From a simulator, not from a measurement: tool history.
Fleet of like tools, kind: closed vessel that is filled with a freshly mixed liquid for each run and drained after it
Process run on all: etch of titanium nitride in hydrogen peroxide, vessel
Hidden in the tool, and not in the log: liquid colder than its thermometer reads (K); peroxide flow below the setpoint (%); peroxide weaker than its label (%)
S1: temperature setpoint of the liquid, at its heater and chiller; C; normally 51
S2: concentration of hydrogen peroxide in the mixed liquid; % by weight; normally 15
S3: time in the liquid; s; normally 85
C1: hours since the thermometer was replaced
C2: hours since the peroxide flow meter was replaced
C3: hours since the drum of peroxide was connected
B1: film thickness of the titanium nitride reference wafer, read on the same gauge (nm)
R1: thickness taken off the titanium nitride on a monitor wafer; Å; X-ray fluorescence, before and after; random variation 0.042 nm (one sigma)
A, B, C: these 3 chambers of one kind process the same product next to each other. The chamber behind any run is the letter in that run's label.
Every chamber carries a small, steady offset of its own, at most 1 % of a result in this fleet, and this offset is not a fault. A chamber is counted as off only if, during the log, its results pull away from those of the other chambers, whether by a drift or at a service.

Run 1A, hour 6.5: usual settings; C1 643.1; C2 30.1; C3 188.9; B1 120.01. Result: R1 44.568 Å.
Run 2C, hour 12.0: usual settings; C1 101.1; C2 834.8; C3 1193.4; B1 120.01. Result: R1 44.737 Å.
Run 3B, hour 20.3: usual settings; C1 791.6; C2 206.1; C3 801.4; B1 119.98. Result: R1 45.242 Å.
Run 4A, hour 26.9: usual settings; C1 663.5; C2 50.5; C3 209.3; B1 120.00. Result: R1 44.477 Å.
Run 5C, hour 35.1: usual settings; C1 124.2; C2 857.9; C3 1216.5; B1 120.04. Result: R1 43.967 Å.
Run 6B, hour 42.8: usual settings; C1 814.1; C2 228.6; C3 823.9; B1 120.02. Result: R1 44.969 Å.
Run 7C, hour 46.8: usual settings but S3 125 s; C1 135.9; C2 869.6; C3 1228.2; B1 119.98. Result: R1 65.042 Å.
Run 8B, hour 52.8: usual settings but S3 125 s; C1 824.1; C2 238.6; C3 833.9; B1 119.99. Result: R1 65.853 Å.
Run 9A, hour 59.7: usual settings but S3 125 s; C1 696.3; C2 83.3; C3 242.1; B1 120.01. Result: R1 66.170 Å.
Run 10A, hour 64.1: usual settings; C1 700.7; C2 87.7; C3 246.5; B1 120.02. Result: R1 45.039 Å.
Run 11C, hour 71.8: usual settings; C1 160.9; C2 894.6; C3 1253.2; B1 120.01. Result: R1 44.920 Å.
Run 12B, hour 77.4: usual settings but S2 12 % by weight; C1 848.7; C2 263.2; C3 858.5; B1 119.98. Result: R1 42.563 Å.
Run 13C, hour 82.9: usual settings but S2 12 % by weight; C1 172.0; C2 905.7; C3 1264.3; B1 120.00. Result: R1 42.270 Å.
Run 14A, hour 90.8: usual settings but S2 12 % by weight; C1 727.4; C2 114.4; C3 273.2; B1 120.02. Result: R1 42.697 Å.
Run 15B, hour 95.2: usual settings; C1 866.5; C2 281.0; C3 876.3; B1 120.00. Result: R1 44.233 Å.
Run 16B, hour 101.9: usual settings; C1 873.2; C2 287.7; C3 883.0; B1 119.98. Result: R1 43.614 Å.
Run 17C, hour 106.7: usual settings but S2 18 % by weight; C1 195.8; C2 929.5; C3 1288.1; B1 120.02. Result: R1 46.557 Å.
Run 18A, hour 112.2: usual settings but S2 18 % by weight; C1 748.8; C2 135.8; C3 294.6; B1 119.97. Result: R1 46.163 Å.
Run 19B, hour 118.5: usual settings but S2 18 % by weight; C1 889.8; C2 304.3; C3 899.6; B1 120.02. Result: R1 45.709 Å.
Run 20A, hour 125.0: usual settings; C1 761.6; C2 148.6; C3 307.4; B1 120.01. Result: R1 44.655 Å.
Run 21C, hour 129.2: usual settings; C1 218.3; C2 952.0; C3 1310.6; B1 120.01. Result: R1 44.061 Å.
Run 22C, hour 135.2: usual settings; C1 224.3; C2 958.0; C3 1316.6; B1 119.99. Result: R1 45.444 Å.
At hour 135.3: chamber A: new drum of peroxide connected.
Run 23A, hour 143.1: usual settings; C1 779.7; C2 166.7; C3 7.9; B1 119.99. Result: R1 44.613 Å.
Run 24B, hour 149.5: usual settings; C1 920.8; C2 335.3; C3 930.6; B1 120.00. Result: R1 42.633 Å.
Run 25C, hour 155.8: usual settings but S2 13 % by weight, S3 65 s; C1 244.9; C2 978.6; C3 1337.2; B1 120.02. Result: R1 32.899 Å.
At hour 161.0: chamber B: new drum of peroxide connected.
Run 26B, hour 162.4: usual settings but S2 13 % by weight, S3 65 s; C1 933.7; C2 348.2; C3 1.5; B1 120.04. Result: R1 31.729 Å.
Run 27A, hour 166.9: usual settings but S2 13 % by weight, S3 65 s; C1 803.5; C2 190.5; C3 31.7; B1 119.99. Result: R1 33.252 Å.
Run 28A, hour 172.9: usual settings; C1 809.5; C2 196.5; C3 37.7; B1 120.02. Result: R1 44.399 Å.
Run 29C, hour 178.4: usual settings; C1 267.5; C2 1001.2; C3 1359.8; B1 120.00. Result: R1 44.565 Å.
Run 30B, hour 186.2: usual settings; C1 957.5; C2 372.0; C3 25.3; B1 119.98. Result: R1 42.820 Å.
Run 31C, hour 193.9: usual settings; C1 283.0; C2 1016.7; C3 1375.3; B1 119.97. Result: R1 43.753 Å.
Run 32B, hour 198.1: usual settings; C1 969.4; C2 383.9; C3 37.2; B1 119.99. Result: R1 41.915 Å.
Run 33A, hour 205.5: usual settings; C1 842.1; C2 229.1; C3 70.3; B1 119.99. Result: R1 44.658 Å.
At hour 207.3: chamber C: new drum of peroxide connected.
Run 34A, hour 210.5: usual settings; C1 847.1; C2 234.1; C3 75.3; B1 119.99. Result: R1 44.747 Å.
Run 35C, hour 217.0: usual settings; C1 306.1; C2 1039.8; C3 9.7; B1 120.02. Result: R1 45.537 Å.
At hour 217.6: chamber A: thermometer replaced.
Run 36B, hour 222.7: usual settings; C1 994.0; C2 408.5; C3 61.8; B1 120.03. Result: R1 41.611 Å.
Run 37B, hour 230.1: usual settings; C1 1001.4; C2 415.9; C3 69.2; B1 119.97. Result: R1 41.613 Å.
Run 38A, hour 238.4: usual settings; C1 20.9; C2 262.0; C3 103.2; B1 120.03. Result: R1 44.508 Å.

Is one chamber out of step, is the gauge drifting, or do the chambers differ by no more than their own small offsets? For an off chamber, give its letter and the likeliest cause.

It is chamber B that slowly wanders off from its peers.
Cause: liquid colder than its thermometer reads (K) = 1.21.

Here are 4 candidates for chamber B's next run, each the usual settings with a change, their results left as question marks. Which one brings its results back in line with what the others give on the usual settings?
Maximum distance from the other chambers' mean on the usual settings for a result to count as in line: R1 1.400 Å
Run 39B-1, hour 244.5: usual settings but S1 50 C. Result: R1 ?.
Run 39B-2, hour 244.5: usual settings but S2 13.5 % by weight. Result: R1 ?.
Run 39B-3, hour 244.5: usual settings but S2 16.5 % by weight. Result: R1 ?.
Run 39B-4, hour 244.5: usual settings but S1 52 C. Result: R1 ?.

On the usual settings, the other chambers give on average: R1 44.541 Å
  run      R1
39B-1  38.297
39B-2  40.322
39B-3  42.033
39B-4  44.353
39B-4 brings the chamber back in line.

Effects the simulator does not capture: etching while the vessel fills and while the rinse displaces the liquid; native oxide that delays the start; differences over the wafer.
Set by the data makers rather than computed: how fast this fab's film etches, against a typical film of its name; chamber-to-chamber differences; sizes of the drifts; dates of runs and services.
